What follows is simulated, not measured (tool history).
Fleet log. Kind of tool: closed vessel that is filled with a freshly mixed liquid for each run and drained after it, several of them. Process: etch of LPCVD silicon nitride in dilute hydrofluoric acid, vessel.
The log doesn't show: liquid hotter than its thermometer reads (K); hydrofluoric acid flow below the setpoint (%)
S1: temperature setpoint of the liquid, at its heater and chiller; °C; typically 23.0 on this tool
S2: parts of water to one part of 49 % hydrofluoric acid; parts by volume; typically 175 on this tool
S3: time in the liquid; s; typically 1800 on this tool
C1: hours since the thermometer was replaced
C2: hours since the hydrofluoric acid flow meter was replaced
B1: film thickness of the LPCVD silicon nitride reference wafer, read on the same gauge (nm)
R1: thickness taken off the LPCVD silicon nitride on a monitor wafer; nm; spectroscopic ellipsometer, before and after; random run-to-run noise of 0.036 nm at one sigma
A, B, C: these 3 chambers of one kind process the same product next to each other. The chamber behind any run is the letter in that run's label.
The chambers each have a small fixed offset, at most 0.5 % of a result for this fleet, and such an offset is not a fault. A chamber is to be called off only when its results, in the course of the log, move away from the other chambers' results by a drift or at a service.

run	hour	S1	S2	S3	C1	C2	B1	R1
1C	5.7	23.0	175	1800	221.3	1163.2	130.04	4.4653
2A	11.6	23.0	175	1800	267.1	401.8	130.01	4.6462
3B	17.1	23.0	175	1800	1127.1	991.6	130.00	4.5309
4A	21.4	23.0	175	1800	276.9	411.6	129.99	4.5345
5B	26.2	23.0	175	1800	1136.2	1000.7	130.00	4.6093
6C	33.8	23.0	175	1800	249.4	1191.3	130.00	4.5379
7A	41.0	23.0	175	1800	296.5	431.2	130.01	4.6266
8B	47.6	23.0	175	1800	1157.6	1022.1	130.00	4.5886
9C	54.4	23.0	175	1800	270.0	1211.9	129.99	4.5533
10C	63.1	23.0	175	1800	278.7	1220.6	129.99	4.5865
11B	68.7	24.5	175	1800	1178.7	1043.2	130.00	5.0382
12A	76.7	24.5	175	1800	332.2	466.9	130.03	5.0727
13B	82.6	24.5	175	1800	1192.6	1057.1	129.98	5.0713
14C	89.5	23.0	175	1800	305.1	1247.0	130.01	4.6346
15A	96.5	23.0	175	1800	352.0	486.7	130.00	4.6392
16C	102.5	23.0	175	1800	318.1	1260.0	130.01	4.5542
17A	108.7	23.0	175	1800	364.2	498.9	130.02	4.4964
18B	114.7	20.0	175	795	1224.7	1089.2	130.03	1.6544
19C	122.9	20.0	175	795	338.5	1280.4	130.01	1.6166
20A	130.0	20.0	175	795	385.5	520.2	130.01	1.6451
21B	135.5	23.0	175	1800	1245.5	1110.0	130.02	4.5695
22A	142.0	23.0	175	1800	397.5	532.2	130.01	4.5738
23B	150.6	19.5	210	1800	1260.6	1125.1	130.00	3.0847
24C	156.8	19.5	210	1800	372.4	1314.3	130.02	2.9891
25A	163.3	19.5	210	1800	418.8	553.5	130.00	3.0056
26C	171.0	23.0	120	1800	386.6	1328.5	130.01	6.6850
27B	175.8	23.0	120	1800	1285.8	1150.3	130.01	6.7215
28A	183.4	23.0	120	1800	438.9	573.6	129.99	6.5291
29B	189.2	23.0	175	1800	1299.2	1163.7	129.99	4.6135
30C	196.9	23.0	175	1800	412.5	1354.4	130.02	4.5482
31C	205.8	23.0	175	1800	421.4	1363.3	130.00	4.5537
32A	214.1	26.0	175	1800	469.6	604.3	130.00	5.3345
33B	222.8	26.0	175	1800	1332.8	1197.3	129.98	5.5447
34A	230.0	26.0	175	1800	485.5	620.2	129.99	5.2661
35C	236.2	23.0	175	1800	451.8	1393.7	129.99	4.5394
36B	243.3	23.0	175	1800	1353.3	1217.8	129.99	4.6108
37C	251.9	23.0	175	1800	467.5	1409.4	129.99	4.4788
38B	257.1	23.0	175	1800	1367.1	1231.6	129.99	4.5814
39A	263.5	23.0	175	1800	519.0	653.7	130.00	4.3143
40C	271.9	23.0	175	1800	487.5	1429.4	130.02	4.5408
41A	276.3	23.0	175	1800	531.8	666.5	129.99	4.3854
42B	284.9	23.0	175	1800	1394.9	1259.4	129.99	4.6138

Has any chamber moved away from the others, gradually or after a service, or does the common gauge drift, or do the chambers differ only by their own small steady offsets? State the chamber and the most likely cause if one applies.

One chamber, A, drifts off from the rest bit by bit.
Likeliest cause: hydrofluoric acid flow below the setpoint (%) = 6.22.
From this log alone, it may not be told apart from: liquid colder than its thermometer reads (K).

Below are 4 candidate recipes for chamber A's next run, each the usual settings with a change, their results shown as question marks. Which of them brings A's results back in line with what the other chambers give on the usual settings?
A result is in line if it is within this distance of the other chambers' mean on the usual settings: R1 0.1300 nm
43A-1	291.3	23.0	175	1915				?
43A-2	291.3	23.0	175	1790				?
43A-3	291.3	23.0	180	1745				?
43A-4	291.3	23.0	175	1815				?

Other chambers, usual settings, mean: R1 4.5701 nm
run	R1
43A-1	4.5675
43A-2	4.2694
43A-3	4.0469
43A-4	4.3290
43A-1 is the one that brings the chamber's results back in line with the other chambers.
